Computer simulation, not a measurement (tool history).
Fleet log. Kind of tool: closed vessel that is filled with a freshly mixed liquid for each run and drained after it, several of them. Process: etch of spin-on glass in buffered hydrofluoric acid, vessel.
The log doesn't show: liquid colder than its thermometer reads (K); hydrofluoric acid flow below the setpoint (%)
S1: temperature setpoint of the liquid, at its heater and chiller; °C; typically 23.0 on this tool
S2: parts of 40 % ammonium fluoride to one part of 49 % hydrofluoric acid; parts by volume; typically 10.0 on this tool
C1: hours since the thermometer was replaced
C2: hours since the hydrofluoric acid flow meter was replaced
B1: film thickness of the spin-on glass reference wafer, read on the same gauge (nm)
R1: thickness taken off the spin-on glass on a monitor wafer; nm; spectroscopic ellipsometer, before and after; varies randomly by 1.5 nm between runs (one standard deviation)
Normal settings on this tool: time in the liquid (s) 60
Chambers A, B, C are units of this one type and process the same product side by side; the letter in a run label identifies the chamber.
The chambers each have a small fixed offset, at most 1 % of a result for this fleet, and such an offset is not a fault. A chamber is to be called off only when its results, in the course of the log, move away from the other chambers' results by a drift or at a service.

Run 1C, hour 6.5: usual settings; C1 157.9; C2 184.4; B1 100.000. Result: R1 197.630 nm.
Run 2A, hour 13.3: usual settings; C1 1202.8; C2 102.3; B1 99.984. Result: R1 197.890 nm.
Run 3B, hour 21.4: usual settings; C1 847.0; C2 655.7; B1 99.970. Result: R1 198.080 nm.
Run 4B, hour 30.0: usual settings; C1 855.6; C2 664.3; B1 100.010. Result: R1 197.190 nm.
Run 5A, hour 37.4: usual settings but S1 19.5 °C, time in the liquid (s) 35; C1 1226.9; C2 126.4; B1 99.988. Result: R1 94.173 nm.
Run 6C, hour 45.0: usual settings but S1 19.5 °C, time in the liquid (s) 35; C1 196.4; C2 222.9; B1 100.000. Result: R1 95.543 nm.
At hour 49.6: chamber A: thermometer replaced.
Run 7B, hour 49.9: usual settings but S1 19.5 °C, time in the liquid (s) 35; C1 875.5; C2 684.2; B1 99.973. Result: R1 94.764 nm.
Run 8C, hour 56.4: usual settings; C1 207.8; C2 234.3; B1 99.978. Result: R1 196.740 nm.
Run 9A, hour 64.3: usual settings; C1 14.8; C2 153.3; B1 99.973. Result: R1 200.770 nm.
Run 10A, hour 68.8: usual settings; C1 19.3; C2 157.8; B1 99.993. Result: R1 198.990 nm.
Run 11B, hour 73.2: usual settings; C1 898.8; C2 707.5; B1 100.020. Result: R1 197.060 nm.
Run 12C, hour 81.1: usual settings but S1 19.5 °C, S2 8.5 parts by volume; C1 232.5; C2 259.0; B1 100.000. Result: R1 185.630 nm.
Run 13A, hour 90.2: usual settings but S1 19.5 °C, S2 8.5 parts by volume; C1 40.7; C2 179.2; B1 100.020. Result: R1 184.250 nm.
Run 14C, hour 98.2: usual settings but S1 19.5 °C, S2 8.5 parts by volume; C1 249.6; C2 276.1; B1 99.973. Result: R1 184.080 nm.
Run 15B, hour 103.7: usual settings; C1 929.3; C2 738.0; B1 99.994. Result: R1 195.530 nm.
Run 16C, hour 109.8: usual settings; C1 261.2; C2 287.7; B1 99.993. Result: R1 197.740 nm.
Run 17B, hour 116.2: usual settings; C1 941.8; C2 750.5; B1 100.000. Result: R1 195.110 nm.
Run 18A, hour 123.9: usual settings; C1 74.4; C2 212.9; B1 100.020. Result: R1 199.370 nm.
Run 19A, hour 133.2: usual settings; C1 83.7; C2 222.2; B1 100.010. Result: R1 198.930 nm.
Run 20C, hour 139.6: usual settings; C1 291.0; C2 317.5; B1 99.985. Result: R1 195.020 nm.
Run 21B, hour 146.8: usual settings; C1 972.4; C2 781.1; B1 100.030. Result: R1 189.730 nm.
Run 22C, hour 154.1: usual settings; C1 305.5; C2 332.0; B1 100.020. Result: R1 199.110 nm.
Run 23A, hour 160.9: usual settings but S1 27.5 °C, time in the liquid (s) 70; C1 111.4; C2 249.9; B1 100.020. Result: R1 292.880 nm.
Run 24B, hour 165.2: usual settings but S1 27.5 °C, time in the liquid (s) 70; C1 990.8; C2 799.5; B1 99.975. Result: R1 282.200 nm.
Run 25A, hour 173.4: usual settings but S1 27.5 °C, time in the liquid (s) 70; C1 123.9; C2 262.4; B1 99.989. Result: R1 298.040 nm.
Run 26C, hour 181.2: usual settings; C1 332.6; C2 359.1; B1 99.995. Result: R1 199.380 nm.
Run 27B, hour 188.6: usual settings; C1 1014.2; C2 822.9; B1 99.975. Result: R1 187.920 nm.
Run 28B, hour 194.5: usual settings; C1 1020.1; C2 828.8; B1 99.993. Result: R1 186.470 nm.
Run 29C, hour 199.8: usual settings but S1 21.5 °C; C1 351.2; C2 377.7; B1 99.970. Result: R1 183.030 nm.
Run 30A, hour 207.2: usual settings but S1 21.5 °C; C1 157.7; C2 296.2; B1 99.993. Result: R1 180.630 nm.
Run 31C, hour 212.5: usual settings but S1 21.5 °C; C1 363.9; C2 390.4; B1 99.985. Result: R1 181.320 nm.
Run 32A, hour 217.3: usual settings but S2 13.0 parts by volume; C1 167.8; C2 306.3; B1 99.997. Result: R1 154.090 nm.
Run 33B, hour 226.3: usual settings but S2 13.0 parts by volume; C1 1051.9; C2 860.6; B1 99.980. Result: R1 142.110 nm.
Run 34A, hour 233.3: usual settings but S2 13.0 parts by volume; C1 183.8; C2 322.3; B1 100.030. Result: R1 152.780 nm.

Does one chamber stand apart from the rest, does the shared gauge drift, or is all well apart from small per-chamber offsets? Give the chamber and the most likely cause, where there is one.

It is chamber B that slowly wanders off from its peers.
What lies behind it: hydrofluoric acid flow below the setpoint (%) = 7.47.
It could be hard to tell apart here from: liquid colder than its thermometer reads (K).

Which of the 4 candidates below, each the usual settings with something changed and its results left as question marks, puts chamber B back in line with what the other chambers give on the usual settings?
To be in line, a result may differ from the other chambers' mean on the usual settings by at most: R1 5.200 nm
Run 35B-1, hour 240.0: usual settings but S1 24.5 °C. Result: R1 ?.
Run 35B-2, hour 240.0: usual settings but S1 21.5 °C. Result: R1 ?.
Run 35B-3, hour 240.0: usual settings but S1 22.5 °C. Result: R1 ?.
Run 35B-4, hour 240.0: usual settings but S1 23.5 °C. Result: R1 ?.

The other chambers' mean on the usual settings: R1 197.600 nm
  run       R1
35B-1  199.370
35B-2  168.720
35B-3  178.410
35B-4  188.690
The right change is 35B-1: it brings the chamber back within the allowed miss of the others.
